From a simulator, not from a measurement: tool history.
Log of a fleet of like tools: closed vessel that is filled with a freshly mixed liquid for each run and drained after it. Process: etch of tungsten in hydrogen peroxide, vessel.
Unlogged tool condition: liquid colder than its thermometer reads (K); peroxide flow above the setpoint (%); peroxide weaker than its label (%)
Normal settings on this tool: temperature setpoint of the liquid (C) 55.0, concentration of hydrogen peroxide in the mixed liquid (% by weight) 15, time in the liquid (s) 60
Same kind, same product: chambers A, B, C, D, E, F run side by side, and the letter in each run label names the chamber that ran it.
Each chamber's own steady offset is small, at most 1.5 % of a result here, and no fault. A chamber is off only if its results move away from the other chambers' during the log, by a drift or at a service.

run	hour	temperature setpoint of the liquid (C)	concentration of hydrogen peroxide in the mixed liquid (% by weight)	time in the liquid (s)	hours since the thermometer was replaced	hours since the peroxide flow meter was replaced	hours since the drum of peroxide was connected	read-back film thickness of the tungsten reference wafer, read on the same gauge (nm)	thickness taken off the tungsten on a monitor wafer (angstrom)
1F	9.6	55.0	15	60	494.8	266.7	596.3	50.001	1969.60
2C	16.7	55.0	15	60	864.4	365.8	569.1	50.022	1968.20
3D	23.8	55.0	15	60	1477.3	1476.0	389.9	50.019	1984.90
4B	31.5	55.0	15	60	1141.3	133.2	641.4	50.014	1968.60
5A	38.3	55.0	15	60	167.8	612.7	823.4	50.006	2004.90
6E	48.6	55.0	15	60	151.6	67.1	240.3	49.992	1946.00
7C	58.7	50.5	15	35	906.4	407.8	611.1	50.027	877.94
8A	69.7	50.5	15	35	199.2	644.1	854.8	50.003	884.27
9E	80.4	50.5	15	35	183.4	98.9	272.1	50.007	862.40
10B	90.7	50.5	15	35	1200.5	192.4	700.6	50.005	889.96
# hour 96.7: chamber B: thermometer replaced
11F	100.9	50.5	15	35	586.1	358.0	687.6	49.988	870.13
12D	109.3	50.5	15	35	1562.8	1561.5	475.4	49.988	882.12
13E	117.2	55.0	15	60	220.2	135.7	308.9	50.000	1977.10
14B	125.5	52.0	17	60	28.9	227.2	735.4	50.004	1750.50
# hour 126.5: chamber D: new drum of peroxide connected
15C	130.5	52.0	17	60	978.2	479.6	682.9	49.983	1750.50
16A	135.9	52.0	17	60	265.4	710.3	921.0	50.010	1759.10
17F	141.9	52.0	17	60	627.1	399.0	728.6	50.007	1750.20
18D	151.2	52.0	17	60	1604.7	1603.4	24.7	50.008	1740.20
# hour 154.9: chamber D: peroxide flow meter replaced
19A	156.9	52.0	17	60	286.4	731.3	942.0	50.021	1752.80
20D	166.5	60.5	15	60	1620.0	11.7	40.0	49.992	2713.50
21B	171.7	60.5	15	60	75.1	273.4	781.6	50.010	2732.00
22F	182.0	60.5	15	60	667.2	439.1	768.7	50.002	2732.80
# hour 186.8: chamber F: thermometer replaced
23E	188.6	60.5	15	60	291.6	207.1	380.3	50.007	2707.10
24C	196.4	60.5	15	60	1044.1	545.5	748.8	49.954	2757.20
25C	203.2	60.5	15	60	1050.9	552.3	755.6	50.024	2723.30
26B	212.7	45.5	15	60	116.1	314.4	822.6	50.001	1121.10
27D	222.5	45.5	15	60	1676.0	67.7	96.0	50.004	1106.30
28A	230.6	45.5	15	60	360.1	805.0	1015.7	50.011	1118.60
29E	236.8	45.5	15	60	339.8	255.3	428.5	49.994	1084.70
30F	242.7	45.5	15	60	56.0	499.8	829.4	50.006	1092.80
31C	251.5	45.5	15	60	1099.2	600.6	803.9	50.003	1108.20
32A	259.4	55.0	15	60	388.9	833.8	1044.5	50.023	1967.10
# hour 264.6: chamber C: peroxide flow meter replaced
33B	269.0	58.5	12	60	172.4	370.7	878.9	49.961	2183.40
34F	278.8	58.5	12	60	92.1	535.9	865.5	49.970	2165.00
35D	283.9	58.5	12	60	1737.4	129.1	157.4	49.992	2171.10
36E	292.5	58.5	12	60	395.5	311.0	484.2	50.019	2171.80
37D	299.2	58.5	12	60	1752.7	144.4	172.7	49.997	2174.40
38A	307.6	58.5	12	60	437.1	882.0	1092.7	50.016	2168.80
39C	316.5	63.0	15	40	1164.2	51.9	868.9	50.009	2079.10
40B	321.7	63.0	15	40	225.1	423.4	931.6	49.998	2098.10
41E	329.9	63.0	15	40	432.9	348.4	521.6	50.000	2107.40

Predict what each chamber gives when all 6 of them run the settings below next.
42A	338.2	60.5	15	60					?
42B	338.2	60.5	15	60					?
42C	338.2	60.5	15	60					?
42D	338.2	60.5	15	60					?
42E	338.2	60.5	15	60					?
42F	338.2	60.5	15	60					?

run	thickness taken off the tungsten on a monitor wafer (angstrom)
42A	2700.10
42B	2738.70
42C	2741.20
42D	2724.30
42E	2714.40
42F	2729.90
